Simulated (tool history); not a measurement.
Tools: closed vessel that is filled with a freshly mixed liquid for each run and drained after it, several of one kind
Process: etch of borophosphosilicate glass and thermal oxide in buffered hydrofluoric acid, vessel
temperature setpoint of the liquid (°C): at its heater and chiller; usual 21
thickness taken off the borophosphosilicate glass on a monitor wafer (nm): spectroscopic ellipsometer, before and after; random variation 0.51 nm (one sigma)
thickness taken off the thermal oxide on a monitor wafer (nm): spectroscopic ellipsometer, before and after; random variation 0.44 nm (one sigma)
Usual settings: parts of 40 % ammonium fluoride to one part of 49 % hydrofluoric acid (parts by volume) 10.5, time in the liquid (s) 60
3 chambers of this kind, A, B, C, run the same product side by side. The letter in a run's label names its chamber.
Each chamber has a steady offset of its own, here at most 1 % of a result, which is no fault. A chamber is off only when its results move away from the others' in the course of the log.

run   hour  temperature setpoint of the liquid (°C)  parts of 40 % ammonium fluoride to one part of 49 % hydrofluoric acid (parts by volume)  time in the liquid (s)  read-back film thickness of the borophosphosilicate glass reference wafer, read on the same gauge (nm)  read-back film thickness of the thermal oxide reference wafer, read on the same gauge (nm)  thickness taken off the borophosphosilicate glass on a monitor wafer (nm)  thickness taken off the thermal oxide on a monitor wafer (nm)
 1C    8.2                                       21                                                                                     10.5                      60                                                                                                  130.04                                                                                      109.99                                                                     100.63                                                         54.396
 2B   17.2                                       21                                                                                     10.5                      60                                                                                                  130.01                                                                                         110                                                                     100.26                                                         54.747
 3A   24.3                                       21                                                                                     10.5                      60                                                                                                  129.99                                                                                      109.98                                                                     100.54                                                          55.34
 4A   33.3                                       21                                                                                     10.5                      60                                                                                                  129.96                                                                                      109.97                                                                        101                                                         55.619
 5C   37.3                                       21                                                                                     10.5                      60                                                                                                  130.06                                                                                      110.01                                                                     100.99                                                         55.465
 6B   45.1                                       21                                                                                     10.5                      60                                                                                                  130.01                                                                                      109.99                                                                     100.75                                                         53.915
 7A   51.8                                       21                                                                                     10.5                      60                                                                                                  129.96                                                                                      109.99                                                                     101.51                                                          54.59
 8C   58.6                                       21                                                                                     10.5                      60                                                                                                  129.99                                                                                         110                                                                     99.833                                                         55.171
 9B   63.4                                       21                                                                                     10.5                      60                                                                                                  130.04                                                                                      110.01                                                                     98.987                                                         54.337
10A   71.8                                       21                                                                                       14                      60                                                                                                  129.97                                                                                         110                                                                     75.928                                                         42.003
11B   77.1                                       21                                                                                       14                      60                                                                                                     130                                                                                         110                                                                     75.408                                                         40.941
12C   85.6                                       21                                                                                       14                      60                                                                                                  130.01                                                                                      109.98                                                                     76.065                                                         41.616
13A   90.6                                       21                                                                                     12.5                      60                                                                                                  130.01                                                                                      110.01                                                                     84.973                                                          46.27
14B   95.3                                       21                                                                                     12.5                      60                                                                                                  130.05                                                                                      109.97                                                                     84.237                                                         45.676
15C  102.6                                       21                                                                                     12.5                      60                                                                                                  129.98                                                                                      109.99                                                                     84.661                                                         46.848
16C  107.7                                       21                                                                                     10.5                      60                                                                                                  130.06                                                                                      109.98                                                                     100.99                                                         54.825
17B    114                                       21                                                                                     10.5                      60                                                                                                  130.01                                                                                         110                                                                     99.994                                                         54.198
18A  118.3                                       21                                                                                     10.5                      60                                                                                                  130.01                                                                                         110                                                                     100.07                                                         54.944
19A  122.5                                       21                                                                                     10.5                      60                                                                                                  130.02                                                                                      109.99                                                                     100.54                                                         54.731
20C  131.6                                       21                                                                                     10.5                      60                                                                                                  130.01                                                                                      110.01                                                                        101                                                         55.595
21B  136.8                                       21                                                                                     10.5                      60                                                                                                  130.05                                                                                      109.99                                                                     100.04                                                          54.13

What goes on in this fleet: one chamber off, a drifting gauge, or nothing beyond the chambers' own small offsets? Name the chamber and the cause, if any.

No chamber stands off beyond its own small offset, and the gauge holds steady.

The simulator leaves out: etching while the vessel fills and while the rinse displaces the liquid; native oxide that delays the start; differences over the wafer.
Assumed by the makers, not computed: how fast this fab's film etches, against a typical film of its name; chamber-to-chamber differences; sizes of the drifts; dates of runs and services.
